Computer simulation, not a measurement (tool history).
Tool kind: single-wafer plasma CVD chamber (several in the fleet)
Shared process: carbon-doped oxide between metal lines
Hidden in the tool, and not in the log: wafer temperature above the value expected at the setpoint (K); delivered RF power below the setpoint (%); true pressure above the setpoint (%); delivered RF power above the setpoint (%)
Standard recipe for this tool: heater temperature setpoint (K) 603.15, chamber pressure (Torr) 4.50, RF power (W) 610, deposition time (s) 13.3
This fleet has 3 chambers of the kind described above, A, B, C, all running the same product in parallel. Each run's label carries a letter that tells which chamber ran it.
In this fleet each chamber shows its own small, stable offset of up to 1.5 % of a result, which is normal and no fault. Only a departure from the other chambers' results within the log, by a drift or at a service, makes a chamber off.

run   hour  heater temperature setpoint (K)  chamber pressure (Torr)  RF power (W)  deposition time (s)  hours since the last thermocouple change  hours since the last RF generator calibration  hours since the last manometer calibration  read-back reference wafer on the same gauge, thickness_nm  mean film thickness on the monitor wafer (nm)
 1B    6.0                           603.15                     4.50           610                 13.3                                     816.6                                         1807.7                                       338.3                                                     83.696                                         81.525
 2C    9.9                           603.15                     4.50           610                 13.3                                     980.2                                          891.2                                      2518.2                                                     83.731                                         82.881
 3A   15.1                           603.15                     4.50           610                 13.3                                     611.7                                         1122.3                                       940.1                                                     83.710                                         80.807
 4B   19.9                           603.15                     4.50           610                 13.3                                     830.5                                         1821.6                                       352.2                                                     83.742                                         81.442
 5A   27.1                           603.15                     4.50           610                 13.3                                     623.7                                         1134.3                                       952.1                                                     83.772                                         80.721
 6C   32.0                           603.15                     4.50           610                 13.3                                    1002.3                                          913.3                                      2540.3                                                     83.753                                         82.695
 7A   37.0                           603.15                     4.50           610                 13.3                                     633.6                                         1144.2                                       962.0                                                     83.782                                         80.646
 8C   41.7                           603.15                     4.50           610                 13.3                                    1012.0                                          923.0                                      2550.0                                                     83.842                                         82.685
 9B   47.4                           603.15                     4.50           610                 13.3                                     858.0                                         1849.1                                       379.7                                                     83.818                                         81.483
10C   51.3                           603.15                     4.50           610                 13.3                                    1021.6                                          932.6                                      2559.6                                                     83.827                                         82.700
11A   59.5                           603.15                     3.64           565                 13.3                                     656.1                                         1166.7                                       984.5                                                     83.804                                         75.146
12B   66.3                           603.15                     3.64           565                 13.3                                     876.9                                         1868.0                                       398.6                                                     83.866                                         75.723
13C   72.9                           603.15                     3.64           565                 13.3                                    1043.2                                          954.2                                      2581.2                                                     83.857                                         76.946
14A   78.0                           603.15                     4.50           610                 13.3                                     674.6                                         1185.2                                      1003.0                                                     83.871                                         80.536
15B   83.7                           603.15                     4.50           610                 13.3                                     894.3                                         1885.4                                       416.0                                                     83.900                                         81.446
16C   88.8                           603.15                     4.50           610                 13.3                                    1059.1                                          970.1                                      2597.1                                                     83.925                                         82.859
17B   96.2                           603.15                     4.50           610                 13.3                                     906.8                                         1897.9                                       428.5                                                     83.918                                         81.673
18A  104.6                           603.15                     4.50           610                 13.3                                     701.2                                         1211.8                                      1029.6                                                     83.955                                         80.785
19B  112.6                           603.15                     4.50           610                 13.3                                     923.2                                         1914.3                                       444.9                                                     83.962                                         81.746
20A  119.9                           603.15                     4.50           610                 13.3                                     716.5                                         1227.1                                      1044.9                                                     83.991                                         80.877
21C  128.1                           603.15                     4.50           610                 13.3                                    1098.4                                         1009.4                                      2636.4                                                     83.944                                         82.703
     131.2  -- chamber A: capacitance manometer re-zeroed and calibrated
22C  132.7                           603.15                     4.50           610                 13.3                                    1103.0                                         1014.0                                      2641.0                                                     84.012                                         83.017
23B  136.7                           603.15                     4.50           610                 13.3                                     947.3                                         1938.4                                       469.0                                                     84.030                                         81.769
24A  142.2                           603.15                     4.50           610                 13.3                                     738.8                                         1249.4                                        11.0                                                     84.057                                         80.702
25C  148.9                           603.15                     4.50           610                 13.3                                    1119.2                                         1030.2                                      2657.2                                                     84.043                                         83.258
26B  156.6                           603.15                     4.50           610                 13.3                                     967.2                                         1958.3                                       488.9                                                     84.070                                         81.798
27A  162.9                           603.15                     4.50           610                 13.3                                     759.5                                         1270.1                                        31.7                                                     84.094                                         81.061
28A  170.5                           603.15                     4.50           610                 13.3                                     767.1                                         1277.7                                        39.3                                                     84.105                                         80.934
29C  174.2                           603.15                     4.50           610                 13.3                                    1144.5                                         1055.5                                      2682.5                                                     84.073                                         83.048
30B  179.8                           603.15                     4.50           610                 13.3                                     990.4                                         1981.5                                       512.1                                                     84.068                                         81.855
31C  186.6                           603.15                     4.50           610                 13.3                                    1156.9                                         1067.9                                      2694.9                                                     84.109                                         83.057
32B  194.5                           603.15                     4.50           610                 13.3                                    1005.1                                         1996.2                                       526.8                                                     84.156                                         81.801
33A  201.0                           603.15                     4.50           610                 13.3                                     797.6                                         1308.2                                        69.8                                                     84.163                                         81.162
34B  206.3                           603.15                     4.50           610                 13.3                                    1016.9                                         2008.0                                       538.6                                                     84.181                                         81.980
35C  212.1                           603.15                     4.50           610                 13.3                                    1182.4                                         1093.4                                      2720.4                                                     84.206                                         83.009
36A  218.4                           603.15                     4.50           610                 13.3                                     815.0                                         1325.6                                        87.2                                                     84.190                                         81.035
37B  222.1                           603.15                     4.50           610                 13.3                                    1032.7                                         2023.8                                       554.4                                                     84.216                                         81.972

All chambers now run identical settings, listed one chamber a line with results as question marks. What results will each chamber show?
38A  228.3                           603.15                     4.50           545                 13.3                                                                                                                                                                                                                                              ?
38B  228.3                           603.15                     4.50           545                 13.3                                                                                                                                                                                                                                              ?
38C  228.3                           603.15                     4.50           545                 13.3                                                                                                                                                                                                                                              ?

run  mean film thickness on the monitor wafer (nm)
38A                                         75.647
38B                                         76.199
38C                                         77.840
